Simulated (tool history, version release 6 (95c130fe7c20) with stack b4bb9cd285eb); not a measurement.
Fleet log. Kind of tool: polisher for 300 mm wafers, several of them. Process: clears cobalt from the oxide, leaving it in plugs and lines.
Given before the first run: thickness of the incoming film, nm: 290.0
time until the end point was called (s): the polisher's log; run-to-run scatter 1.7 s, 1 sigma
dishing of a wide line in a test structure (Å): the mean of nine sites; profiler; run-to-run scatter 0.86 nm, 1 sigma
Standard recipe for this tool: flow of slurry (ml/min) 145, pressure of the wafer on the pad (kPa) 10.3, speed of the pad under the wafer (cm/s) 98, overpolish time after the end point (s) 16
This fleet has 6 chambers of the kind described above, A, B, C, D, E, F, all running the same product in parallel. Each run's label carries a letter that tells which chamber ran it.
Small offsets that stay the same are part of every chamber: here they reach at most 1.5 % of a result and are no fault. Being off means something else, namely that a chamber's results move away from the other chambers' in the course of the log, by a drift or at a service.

run,hour,flow of slurry (ml/min),pressure of the wafer on the pad (kPa),speed of the pad under the wafer (cm/s),overpolish time after the end point (s),time until the end point was called (s),dishing of a wide line in a test structure (Å)
1F,8.8,145,10.3,98,16,90.496,344.13
# hour 14.5: chamber E: worn pad replaced by a new one
2E,18.4,145,10.3,98,16,95.43,346.74
3B,27.5,145,10.3,98,16,91.632,350.67
4C,36,145,10.3,98,16,97.782,361.26
# hour 41.7: chamber B: worn pad replaced by a new one
5D,44,145,10.3,98,16,93.134,365.91
6A,50.8,145,10.3,98,16,92.509,361.36
# hour 52.1: chamber A: slurry nozzle cleaned
# hour 52.8: chamber F: slurry nozzle cleaned
# hour 56.9: chamber C: slurry nozzle cleaned
7A,61.9,145,10.3,98,16,91.95,343.17
# hour 68.3: chamber A: worn pad replaced by a new one
# hour 68.9: chamber D: worn pad replaced by a new one
8C,71.4,145,10.3,98,16,92.509,348.88
# hour 78.3: chamber F: worn pad replaced by a new one
9B,80.4,145,10.3,86,9,103.61,208.25
10E,94.1,145,10.3,86,9,108.92,206.94
11D,104.4,145,10.3,86,9,106.4,202.89
# hour 105.7: chamber C: worn pad replaced by a new one
12F,112,145,10.3,86,9,107.18,216.11
13F,125.8,145,10.3,86,9,103.03,208.63
14E,134.9,145,10.3,86,9,105.57,209.68
15A,145.6,145,10.3,98,16,92.329,348.2
# hour 155.5: chamber B: worn pad replaced by a new one
16B,159.9,145,10.3,98,16,94.89,359.59
# hour 160.8: chamber A: worn pad replaced by a new one
17C,171.5,145,10.3,98,16,94.367,342.61
# hour 171.9: chamber E: worn pad replaced by a new one
# hour 173: chamber F: worn pad replaced by a new one
18D,185.8,145,10.3,98,16,92.635,370.66
19C,192.2,145,10.3,98,16,95.051,357.61
20B,201,145,10.3,98,16,92.789,363.83
# hour 203.3: chamber D: slurry nozzle cleaned
21A,207.9,115,8.3,98,16,120.74,291.13
22D,215.6,115,8.3,98,16,120.57,296.7
# hour 216.3: chamber A: head pressure recalibrated
23F,230.5,115,8.3,98,16,125.18,291.04
24E,237.1,115,8.3,98,16,123.16,295.87
25D,248.9,115,8.3,98,16,115.93,304.68
# hour 250.6: chamber B: worn pad replaced by a new one
# hour 258.8: chamber A: worn pad replaced by a new one
26B,263,115,8.3,98,16,120.37,289.07
# hour 273.5: chamber D: worn pad replaced by a new one
27C,274.8,145,10.3,98,16,92.657,365.03
# hour 281.9: chamber F: worn pad replaced by a new one
28A,286,145,13.8,98,16,72.711,418.72
# hour 292.8: chamber F: head pressure recalibrated
29E,296.5,145,13.8,98,16,70.073,434.31
30F,308.1,145,13.8,98,16,68.295,439.22
# hour 316: chamber E: worn pad replaced by a new one
31B,321.7,145,13.8,98,16,71.674,438.69
32C,335.9,145,13.8,98,16,68.997,404.2
33E,346.3,145,13.8,98,16,70.992,435.66
34A,359.5,145,10.3,98,16,90.835,349.74
35F,373.2,145,10.3,110,10,83.064,280.82
36D,381.1,145,10.3,110,10,81.159,273.21

Is one chamber out of step, is the gauge drifting, or do the chambers differ by no more than their own small offsets? For an off chamber, give its letter and the likeliest cause.

No chamber stands off beyond its own small offset, and the gauge holds steady.
